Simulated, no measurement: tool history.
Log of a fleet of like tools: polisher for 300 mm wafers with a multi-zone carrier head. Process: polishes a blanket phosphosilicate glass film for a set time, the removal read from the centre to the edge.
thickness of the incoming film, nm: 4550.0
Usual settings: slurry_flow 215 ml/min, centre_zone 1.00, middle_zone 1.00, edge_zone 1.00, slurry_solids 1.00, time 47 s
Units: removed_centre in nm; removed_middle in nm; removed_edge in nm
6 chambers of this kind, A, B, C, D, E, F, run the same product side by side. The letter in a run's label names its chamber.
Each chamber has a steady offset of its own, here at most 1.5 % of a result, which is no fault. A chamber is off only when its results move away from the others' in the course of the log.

| run | hour | slurry_flow | centre_zone | middle_zone | edge_zone | slurry_solids | time | wafers polished on this pad | hours since the slurry nozzle was cleaned | hours since the centre zone pressure was calibrated | hours since the edge zone pressure was calibrated | removed_centre | removed_middle | removed_edge |
|---|---|---|---|---|---|---|---|---|---|---|---|---|---|---|
|  | 0.7 | chamber A: centre zone pressure recalibrated |
|  | 6.0 | chamber F: worn pad replaced by a new one |
| 1D | 7.2 | 215 | 1.00 | 1.00 | 1.00 | 1.00 | 47 | 916 | 116.9 | 711.5 | 415.9 | 256.74 | 258.80 | 256.14 |
| 2A | 14.5 | 215 | 1.00 | 1.00 | 1.00 | 1.00 | 47 | 272 | 114.5 | 13.8 | 130.2 | 258.73 | 264.66 | 255.41 |
| 3F | 19.0 | 215 | 1.00 | 1.00 | 1.00 | 1.00 | 47 | 99 | 102.8 | 402.1 | 557.8 | 259.57 | 254.10 | 256.91 |
| 4B | 24.7 | 215 | 1.00 | 1.00 | 1.00 | 1.00 | 47 | 825 | 414.2 | 812.6 | 581.6 | 254.77 | 264.60 | 257.38 |
| 5C | 32.3 | 215 | 1.00 | 1.00 | 1.00 | 1.00 | 47 | 636 | 328.7 | 482.3 | 86.6 | 256.13 | 250.24 | 259.03 |
|  | 36.9 | chamber D: worn pad replaced by a new one |
| 6E | 40.0 | 215 | 1.00 | 1.00 | 1.00 | 1.00 | 47 | 782 | 102.5 | 263.5 | 228.4 | 256.29 | 250.92 | 254.73 |
| 7F | 48.8 | 215 | 1.00 | 1.00 | 1.00 | 1.00 | 47 | 325 | 132.6 | 431.9 | 587.6 | 263.13 | 248.35 | 254.14 |
| 8A | 54.1 | 215 | 1.00 | 1.00 | 1.00 | 1.00 | 47 | 573 | 154.1 | 53.4 | 169.8 | 260.86 | 253.31 | 259.53 |
| 9D | 59.1 | 215 | 1.00 | 1.00 | 1.00 | 1.00 | 47 | 168 | 168.8 | 763.4 | 467.8 | 257.17 | 260.64 | 255.46 |
|  | 64.6 | chamber B: worn pad replaced by a new one |
| 10C | 66.0 | 215 | 1.00 | 1.00 | 1.00 | 1.00 | 47 | 892 | 362.4 | 516.0 | 120.3 | 256.86 | 258.28 | 255.74 |
| 11B | 70.8 | 215 | 1.00 | 1.00 | 1.00 | 1.00 | 47 | 47 | 460.3 | 858.7 | 627.7 | 252.04 | 259.35 | 256.52 |
| 12E | 78.3 | 215 | 1.00 | 1.00 | 1.00 | 1.00 | 47 | 1073 | 140.8 | 301.8 | 266.7 | 256.81 | 255.52 | 253.21 |
| 13B | 87.1 | 215 | 1.00 | 1.00 | 1.00 | 1.00 | 47 | 170 | 476.6 | 875.0 | 644.0 | 255.32 | 263.90 | 255.68 |
|  | 94.8 | chamber A: worn pad replaced by a new one |
| 14E | 95.3 | 215 | 1.00 | 1.05 | 1.11 | 1.00 | 47 | 1202 | 157.8 | 318.8 | 283.7 | 255.70 | 278.33 | 270.13 |
|  | 101.2 | chamber F: worn pad replaced by a new one |
| 15C | 103.2 | 215 | 1.00 | 1.05 | 1.11 | 1.00 | 47 | 1174 | 399.6 | 553.2 | 157.5 | 252.10 | 268.85 | 269.78 |
| 16F | 110.0 | 215 | 1.00 | 1.05 | 1.11 | 1.00 | 47 | 67 | 193.8 | 493.1 | 648.8 | 255.69 | 269.71 | 266.01 |
| 17A | 114.3 | 215 | 1.00 | 1.05 | 1.11 | 1.00 | 47 | 148 | 214.3 | 113.6 | 230.0 | 261.48 | 263.37 | 269.89 |
| 18D | 121.9 | 215 | 1.00 | 1.05 | 1.11 | 1.00 | 47 | 645 | 231.6 | 826.2 | 530.6 | 251.99 | 266.66 | 265.98 |
|  | 124.2 | chamber C: worn pad replaced by a new one |
| 19A | 128.4 | 215 | 1.00 | 1.05 | 1.11 | 1.00 | 47 | 255 | 228.4 | 127.7 | 244.1 | 254.04 | 264.79 | 271.66 |
| 20B | 136.7 | 215 | 1.00 | 1.00 | 1.00 | 1.00 | 47 | 547 | 526.2 | 924.6 | 693.6 | 253.24 | 263.89 | 257.37 |
|  | 137.5 | chamber E: centre zone pressure recalibrated |
| 21F | 145.4 | 215 | 1.00 | 1.00 | 1.00 | 1.00 | 47 | 336 | 229.2 | 528.5 | 684.2 | 256.60 | 262.42 | 253.25 |
| 22E | 149.7 | 215 | 1.00 | 1.00 | 1.00 | 1.00 | 47 | 1616 | 212.2 | 12.3 | 338.1 | 253.10 | 253.89 | 255.04 |
| 23D | 154.8 | 215 | 1.00 | 1.00 | 1.00 | 1.00 | 47 | 895 | 264.5 | 859.1 | 563.5 | 246.76 | 255.39 | 250.34 |
|  | 157.5 | chamber E: worn pad replaced by a new one |
| 24C | 161.4 | 215 | 1.00 | 1.00 | 1.00 | 1.00 | 47 | 282 | 457.8 | 611.4 | 215.7 | 255.76 | 257.34 | 257.16 |
| 25F | 167.4 | 215 | 1.00 | 1.00 | 1.00 | 1.00 | 47 | 503 | 251.2 | 550.5 | 706.2 | 257.85 | 256.70 | 250.54 |
| 26A | 174.0 | 215 | 1.00 | 1.00 | 1.00 | 1.00 | 47 | 602 | 274.0 | 173.3 | 289.7 | 259.71 | 256.11 | 258.69 |
| 27B | 181.4 | 215 | 1.00 | 1.00 | 1.00 | 1.00 | 47 | 887 | 570.9 | 969.3 | 738.3 | 253.63 | 256.29 | 257.91 |
| 28C | 186.4 | 215 | 1.00 | 1.00 | 1.00 | 1.00 | 47 | 472 | 482.8 | 636.4 | 240.7 | 254.03 | 255.79 | 256.19 |
|  | 187.4 | chamber D: worn pad replaced by a new one |
| 29E | 190.4 | 215 | 0.90 | 1.00 | 1.00 | 0.85 | 47 | 250 | 252.9 | 53.0 | 378.8 | 209.52 | 236.48 | 234.25 |
| 30D | 199.4 | 215 | 0.90 | 1.00 | 1.00 | 0.85 | 47 | 91 | 309.1 | 903.7 | 608.1 | 200.18 | 226.30 | 226.54 |
|  | 201.4 | chamber A: worn pad replaced by a new one |
|  | 203.3 | chamber F: worn pad replaced by a new one |
| 31E | 205.3 | 215 | 0.90 | 1.00 | 1.00 | 0.85 | 47 | 363 | 267.8 | 67.9 | 393.7 | 206.95 | 238.65 | 237.36 |
| 32B | 212.9 | 215 | 0.90 | 1.00 | 1.00 | 0.85 | 47 | 1126 | 602.4 | 1000.8 | 769.8 | 213.10 | 234.85 | 237.39 |
|  | 217.7 | chamber F: centre zone pressure recalibrated |
| 33F | 218.4 | 215 | 0.90 | 1.00 | 1.00 | 0.85 | 47 | 115 | 302.2 | 0.7 | 757.2 | 214.39 | 241.34 | 236.90 |
| 34C | 227.4 | 215 | 0.90 | 1.00 | 1.00 | 0.85 | 47 | 783 | 523.8 | 677.4 | 281.7 | 212.50 | 241.08 | 238.43 |
| 35D | 232.7 | 215 | 0.92 | 1.00 | 1.00 | 0.80 | 47 | 344 | 342.4 | 937.0 | 641.4 | 194.40 | 210.92 | 216.91 |
| 36A | 237.1 | 215 | 0.92 | 1.00 | 1.00 | 0.80 | 47 | 271 | 337.1 | 236.4 | 352.8 | 209.07 | 232.95 | 230.99 |

All 6 chambers run these settings next. Forecast each chamber's results:
| 37A | 243.5 | 215 | 1.00 | 1.00 | 1.00 | 1.00 | 47 |  |  |  |  | ? | ? | ? |
| 37B | 243.5 | 215 | 1.00 | 1.00 | 1.00 | 1.00 | 47 |  |  |  |  | ? | ? | ? |
| 37C | 243.5 | 215 | 1.00 | 1.00 | 1.00 | 1.00 | 47 |  |  |  |  | ? | ? | ? |
| 37D | 243.5 | 215 | 1.00 | 1.00 | 1.00 | 1.00 | 47 |  |  |  |  | ? | ? | ? |
| 37E | 243.5 | 215 | 1.00 | 1.00 | 1.00 | 1.00 | 47 |  |  |  |  | ? | ? | ? |
| 37F | 243.5 | 215 | 1.00 | 1.00 | 1.00 | 1.00 | 47 |  |  |  |  | ? | ? | ? |

| run | removed_centre | removed_middle | removed_edge |
|---|---|---|---|
| 37A | 263.25 | 257.83 | 257.71 |
| 37B | 253.29 | 263.25 | 253.74 |
| 37C | 250.16 | 255.32 | 257.21 |
| 37D | 229.58 | 231.11 | 239.02 |
| 37E | 246.86 | 257.91 | 254.47 |
| 37F | 252.96 | 260.14 | 255.03 |
